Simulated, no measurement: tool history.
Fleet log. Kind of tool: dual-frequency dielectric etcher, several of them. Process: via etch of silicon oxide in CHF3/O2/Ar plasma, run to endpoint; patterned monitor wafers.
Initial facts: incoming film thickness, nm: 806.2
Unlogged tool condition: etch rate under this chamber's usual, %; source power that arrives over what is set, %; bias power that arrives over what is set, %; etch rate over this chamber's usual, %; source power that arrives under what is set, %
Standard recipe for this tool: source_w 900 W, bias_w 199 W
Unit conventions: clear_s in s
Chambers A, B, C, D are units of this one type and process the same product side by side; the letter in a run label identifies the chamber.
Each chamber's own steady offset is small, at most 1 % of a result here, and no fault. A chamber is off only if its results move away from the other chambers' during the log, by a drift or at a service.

run,hour,source_w,bias_w,hours since the last wet clean,hours since the last source power generator calibration,hours since the last bias power generator calibration,clear_s
1B,10,900,199,399.2,417.9,870.3,333.88
2A,19.5,900,199,306.2,2175.8,2201.9,339.2
3C,28.9,900,199,296.1,2537.4,907.4,337.49
4D,39,900,199,54.4,3508.5,848.6,337.71
5D,45.7,900,199,61.1,3515.2,855.3,335.05
6B,54.1,900,199,443.3,462,914.4,336.09
7A,60.1,900,199,346.8,2216.4,2242.5,340.07
8C,70.2,900,199,337.4,2578.7,948.7,339.94
9C,79.6,900,238,346.8,2588.1,958.1,317.97
10D,85.8,900,238,101.2,3555.3,895.4,318.96
11A,96.9,900,238,383.6,2253.2,2279.3,318.49
12B,104,900,238,493.2,511.9,964.3,314.5
13C,115.6,900,199,382.8,2624.1,994.1,340.02
14A,122.8,900,246,409.5,2279.1,2305.2,316.99
# hour 133.4: chamber B: wet clean of the chamber
15B,135,900,246,1.6,542.9,995.3,311.12
16D,141.7,900,246,157.1,3611.2,951.3,313.62
17C,154.5,900,246,421.7,2663,1033,321.75
18B,162.9,900,199,29.5,570.8,1023.2,334.85
19D,173.6,900,199,189,3643.1,983.2,336.68
20A,183.7,900,199,470.4,2340,2366.1,340.4
21C,196.3,900,199,463.5,2704.8,1074.8,347.21
22A,207.3,900,199,494,2363.6,2389.7,339.93
23D,213.6,900,199,229,3683.1,1023.2,336.77
24B,222.8,900,199,89.4,630.7,1083.1,334
25B,232.7,900,199,99.3,640.6,1093,334.25
26D,240.9,900,199,256.3,3710.4,1050.5,338.24
27C,251.3,900,199,518.5,2759.8,1129.8,350.41
28A,262.7,900,199,549.4,2419,2445.1,339.93

What goes on in this fleet: one chamber off, a drifting gauge, or nothing beyond the chambers' own small offsets? Name the chamber and the cause, if any.

One chamber, C, drifts off from the rest bit by bit.
Likeliest cause: etch rate under this chamber's usual, % = 4.95.

Below are 4 candidate recipes for chamber C's next run, each the usual settings with a change, their results shown as question marks. Which of them brings C's results back in line with what the other chambers give on the usual settings?
To be in line, a result may differ from the other chambers' mean on the usual settings by at most: clear_s 5.3 s
29C-1,272.1,790,176,,,,?
29C-2,272.1,1020,224,,,,?
29C-3,272.1,900,171,,,,?
29C-4,272.1,960,212,,,,?

Other chambers, usual settings, mean: clear_s 337 s
run,clear_s
29C-1,386.77
29C-2,323.44
29C-3,371.28
29C-4,337.26
With 29C-4, the chamber falls back in line with the rest.
